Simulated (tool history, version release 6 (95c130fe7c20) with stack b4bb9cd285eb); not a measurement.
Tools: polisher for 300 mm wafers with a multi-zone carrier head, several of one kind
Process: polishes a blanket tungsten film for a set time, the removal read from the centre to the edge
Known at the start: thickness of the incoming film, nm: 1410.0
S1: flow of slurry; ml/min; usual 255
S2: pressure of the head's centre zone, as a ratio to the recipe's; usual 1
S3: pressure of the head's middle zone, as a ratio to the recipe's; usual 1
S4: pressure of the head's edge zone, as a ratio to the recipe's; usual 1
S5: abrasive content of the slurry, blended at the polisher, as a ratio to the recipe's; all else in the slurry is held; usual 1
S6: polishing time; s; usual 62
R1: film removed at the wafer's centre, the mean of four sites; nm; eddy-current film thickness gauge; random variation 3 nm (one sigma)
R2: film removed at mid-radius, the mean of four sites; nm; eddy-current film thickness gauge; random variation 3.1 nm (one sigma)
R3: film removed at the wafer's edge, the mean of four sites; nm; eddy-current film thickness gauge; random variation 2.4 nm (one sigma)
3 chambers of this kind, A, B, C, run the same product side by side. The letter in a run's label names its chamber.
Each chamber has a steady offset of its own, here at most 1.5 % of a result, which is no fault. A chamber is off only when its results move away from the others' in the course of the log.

run 1C hour=9.8 | S1=255 S2=1 S3=1 S4=1 S5=1 S6=62 | R1=299.3 R2=293.12 R3=291.52
run 2A hour=17.5 | S1=255 S2=1 S3=1 S4=1 S5=1 S6=62 | R1=288.93 R2=296.19 R3=292.94
-- hour=25.8 chamber B: worn pad replaced by a new one
run 3B hour=26.9 | S1=255 S2=1 S3=1 S4=1 S5=1 S6=62 | R1=296.82 R2=289.88 R3=294.87
-- hour=33.1 chamber A: slurry nozzle cleaned
run 4B hour=34.5 | S1=255 S2=1 S3=1 S4=1 S5=1 S6=62 | R1=294.4 R2=288 R3=290.61
run 5C hour=45.1 | S1=255 S2=1 S3=1 S4=1 S5=1 S6=62 | R1=290.46 R2=293.25 R3=295.06
run 6A hour=51.1 | S1=255 S2=1 S3=1 S4=1 S5=1 S6=62 | R1=289.12 R2=287.53 R3=286.88
run 7A hour=56.4 | S1=255 S2=1 S3=1 S4=1 S5=1 S6=62 | R1=287.72 R2=291.22 R3=289.62
run 8C hour=61 | S1=255 S2=1 S3=1 S4=1 S5=1 S6=62 | R1=291.8 R2=298.21 R3=295.31
run 9B hour=69.6 | S1=255 S2=1 S3=1.07 S4=1 S5=1 S6=62 | R1=298.86 R2=308.25 R3=293.22
run 10B hour=76.5 | S1=255 S2=1 S3=1.07 S4=1 S5=1 S6=62 | R1=296.41 R2=312.54 R3=291.4
-- hour=77.3 chamber C: worn pad replaced by a new one
run 11A hour=84.6 | S1=255 S2=1 S3=1.07 S4=1 S5=1 S6=62 | R1=285.21 R2=309.29 R3=283.99
run 12C hour=92.2 | S1=255 S2=1 S3=1 S4=1 S5=1.2 S6=50 | R1=248.24 R2=252.17 R3=245.74
run 13B hour=97.5 | S1=255 S2=1 S3=1 S4=1 S5=1.2 S6=50 | R1=245.84 R2=248.16 R3=246.04
run 14A hour=103.4 | S1=255 S2=1 S3=1 S4=1 S5=1.2 S6=50 | R1=237.5 R2=239.46 R3=237.82
run 15C hour=109 | S1=255 S2=1 S3=1 S4=1 S5=1 S6=62 | R1=294.65 R2=297.9 R3=295.84
run 16C hour=118.2 | S1=255 S2=1 S3=1 S4=1 S5=1 S6=62 | R1=297.22 R2=296.57 R3=293.35
-- hour=118.5 chamber B: slurry nozzle cleaned
-- hour=121.3 chamber C: slurry nozzle cleaned
run 17A hour=127.5 | S1=255 S2=1 S3=1 S4=1 S5=1 S6=62 | R1=280.98 R2=284.56 R3=283.88
run 18B hour=134.2 | S1=255 S2=1 S3=1 S4=1 S5=1 S6=62 | R1=290.9 R2=297.11 R3=291.28
-- hour=138.5 chamber B: worn pad replaced by a new one
run 19B hour=139 | S1=190 S2=1 S3=1 S4=1 S5=1 S6=62 | R1=286.7 R2=284.92 R3=286.71
run 20C hour=148 | S1=190 S2=1 S3=1 S4=1 S5=1 S6=62 | R1=289.27 R2=287.66 R3=287.19
run 21A hour=153.7 | S1=190 S2=1 S3=1 S4=1 S5=1 S6=62 | R1=263.87 R2=271.1 R3=267.78
run 22B hour=164.2 | S1=255 S2=1 S3=1 S4=1 S5=1 S6=62 | R1=292.24 R2=291.68 R3=299.03
run 23A hour=170 | S1=255 S2=1 S3=1 S4=1 S5=1 S6=62 | R1=271.89 R2=280.76 R3=272.46
run 24C hour=175.6 | S1=255 S2=1 S3=1 S4=1 S5=1 S6=62 | R1=291.08 R2=291.34 R3=292.3
run 25B hour=184.7 | S1=255 S2=1 S3=1 S4=1 S5=1 S6=62 | R1=297.44 R2=296.14 R3=296.55
run 26C hour=191.5 | S1=255 S2=1 S3=1 S4=1 S5=1 S6=62 | R1=293.94 R2=293.78 R3=289.48
-- hour=191.6 chamber C: worn pad replaced by a new one
run 27A hour=199.6 | S1=255 S2=1 S3=1 S4=0.96 S5=1 S6=62 | R1=266.49 R2=277.66 R3=264.45
run 28C hour=205.8 | S1=255 S2=1 S3=1 S4=0.96 S5=1 S6=62 | R1=294.7 R2=299.15 R3=280.66
run 29B hour=213.1 | S1=255 S2=1 S3=1 S4=0.96 S5=1 S6=62 | R1=294.93 R2=290.37 R3=291.88
run 30A hour=220.5 | S1=255 S2=1 S3=1 S4=1 S5=1 S6=62 | R1=265.81 R2=278.37 R3=266.18
run 31B hour=225.4 | S1=255 S2=1 S3=1 S4=1 S5=1 S6=62 | R1=296.67 R2=291.37 R3=292.83
run 32C hour=234.1 | S1=255 S2=0.9 S3=1 S4=1.1 S5=1 S6=62 | R1=262.68 R2=294.45 R3=308.47
run 33A hour=244.8 | S1=255 S2=0.9 S3=1 S4=1.1 S5=1 S6=62 | R1=234.14 R2=264.74 R3=280.09
run 34A hour=250.2 | S1=255 S2=0.9 S3=1 S4=1.1 S5=1 S6=62 | R1=232.72 R2=266.69 R3=278.85
run 35C hour=258 | S1=255 S2=1 S3=1 S4=1 S5=1 S6=62 | R1=297.08 R2=298.34 R3=291.2

Next, every chamber runs the same settings. What will each give?
run 36A hour=265.7 | S1=255 S2=1 S3=1 S4=1 S5=1 S6=51 | R1=? R2=? R3=?
run 36B hour=265.7 | S1=255 S2=1 S3=1 S4=1 S5=1 S6=51 | R1=? R2=? R3=?
run 36C hour=265.7 | S1=255 S2=1 S3=1 S4=1 S5=1 S6=51 | R1=? R2=? R3=?

run=36A R1=211.83 R2=216.11 R3=218.7
run=36B R1=239.8 R2=237.02 R3=240.29
run=36C R1=242.85 R2=241.98 R3=241.51
